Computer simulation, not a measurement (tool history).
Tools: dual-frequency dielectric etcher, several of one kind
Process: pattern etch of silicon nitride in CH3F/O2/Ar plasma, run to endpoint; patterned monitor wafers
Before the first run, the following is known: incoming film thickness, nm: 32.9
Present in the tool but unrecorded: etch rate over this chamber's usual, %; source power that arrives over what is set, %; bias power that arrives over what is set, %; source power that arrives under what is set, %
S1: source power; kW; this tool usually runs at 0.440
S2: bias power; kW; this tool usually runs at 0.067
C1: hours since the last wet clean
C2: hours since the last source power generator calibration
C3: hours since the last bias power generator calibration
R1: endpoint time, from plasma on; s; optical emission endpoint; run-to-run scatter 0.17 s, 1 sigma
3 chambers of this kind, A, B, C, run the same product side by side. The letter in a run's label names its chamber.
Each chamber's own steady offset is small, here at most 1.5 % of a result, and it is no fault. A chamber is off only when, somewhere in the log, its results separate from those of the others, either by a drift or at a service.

run    day     S1     S2     C1      C2      C3      R1
 1B  0.192  0.440  0.067  482.5  1851.2  3906.7  46.108
 2A  0.379  0.440  0.067  115.0   482.3  2053.1  47.107
 3C  0.496  0.440  0.067  166.8  1464.9   776.3  46.723
 4B  0.633  0.440  0.067  493.1  1861.8  3917.3  46.086
 5C  0.846  0.440  0.067  175.2  1473.3   784.7  46.937
 6A  1.000  0.440  0.067  129.9   497.2  2068.0  47.512
 7A  1.175  0.440  0.067  134.1   501.4  2072.2  47.187
 8C  1.371  0.440  0.067  187.8  1485.9   797.3  47.245
 9B  1.492  0.440  0.067  513.7  1882.4  3937.9  46.291
10C  1.617  0.440  0.067  193.7  1491.8   803.2  46.968
11A  1.821  0.440  0.067  149.6   516.9  2087.7  47.287
12B  1.979  0.440  0.067  525.4  1894.1  3949.6  46.087
13A  2.088  0.520  0.083  156.0   523.3  2094.1  41.015
14C  2.196  0.520  0.083  207.6  1505.7   817.1  41.198
15B  2.392  0.520  0.083  535.3  1904.0  3959.5  40.425
16A  2.558  0.440  0.067  167.3   534.6  2105.4  47.424
17B  2.700  0.440  0.067  542.7  1911.4  3966.9  46.517
18C  2.871  0.440  0.067  223.8  1521.9   833.3  46.834
19A  3.050  0.440  0.067  179.1   546.4  2117.2  47.502
20C  3.192  0.440  0.074  231.5  1529.6   841.0  45.594
21B  3.350  0.440  0.074  558.3  1927.0  3982.5  44.818
22A  3.571  0.440  0.074  191.6   558.9  2129.7  45.735
23C  3.754  0.440  0.067  245.0  1543.1   854.5  46.752
24B  3.854  0.440  0.067  570.4  1939.1  3994.6  46.287
25B  4.075  0.440  0.067  575.7  1944.4  3999.9  46.577
26C  4.250  0.440  0.067  256.9  1555.0   866.4  47.057
     4.367  -- chamber B: wet clean of the chamber
27A  4.462  0.440  0.067  213.0   580.3  2151.1  47.443
28A  4.617  0.440  0.067  216.7   584.0  2154.8  47.228
29B  4.733  0.440  0.067    8.9  1960.2  4015.7  44.002
30C  4.850  0.440  0.067  271.3  1569.4   880.8  47.024
31B  5.062  0.440  0.067   16.8  1968.1  4023.6  44.254
32A  5.225  0.440  0.067  231.3   598.6  2169.4  47.324
33C  5.417  0.440  0.067  284.9  1583.0   894.4  46.799
34A  5.592  0.440  0.067  240.1   607.4  2178.2  47.519
35B  5.692  0.440  0.050   31.9  1983.2  4038.7  48.417
36C  5.896  0.440  0.050  296.4  1594.5   905.9  51.764
37B  6.108  0.440  0.050   41.9  1993.2  4048.7  48.244
38C  6.208  0.440  0.067  303.9  1602.0   913.4  46.984
39A  6.417  0.440  0.067  259.9   627.2  2198.0  47.464
40B  6.625  0.440  0.067   54.3  2005.6  4061.1  44.016
41A  6.792  0.440  0.059  268.9   636.2  2207.0  49.447
42C  6.979  0.440  0.059  322.4  1620.5   931.9  48.882
43B  7.121  0.440  0.059   66.2  2017.5  4073.0  45.774
44A  7.267  0.440  0.067  280.3   647.6  2218.4  47.437

One chamber off, gauge drift, or nothing amiss beyond the chambers' own small offsets? If it is a chamber, which one, and what is the likeliest cause?

A service on chamber B put it out of line with the rest.
Cause: etch rate over this chamber's usual, % = 5.01.

Below are 4 candidate recipes for chamber B's next run, each the usual settings with a change, their results shown as question marks. Which of them brings B's results back in line with what the other chambers give on the usual settings?
A result is in line if it is within this distance of the other chambers' mean on the usual settings: R1 0.610 s
45B-1  7.425  0.530  0.079               ?
45B-2  7.425  0.370  0.057               ?
45B-3  7.425  0.440  0.054               ?
45B-4  7.425  0.440  0.082               ?

The other chambers' mean on the usual settings: R1 47.157 s
  run      R1
45B-1  38.866
45B-2  49.787
45B-3  47.315
45B-4  41.212
It is 45B-3 that realigns the chamber with its peers.

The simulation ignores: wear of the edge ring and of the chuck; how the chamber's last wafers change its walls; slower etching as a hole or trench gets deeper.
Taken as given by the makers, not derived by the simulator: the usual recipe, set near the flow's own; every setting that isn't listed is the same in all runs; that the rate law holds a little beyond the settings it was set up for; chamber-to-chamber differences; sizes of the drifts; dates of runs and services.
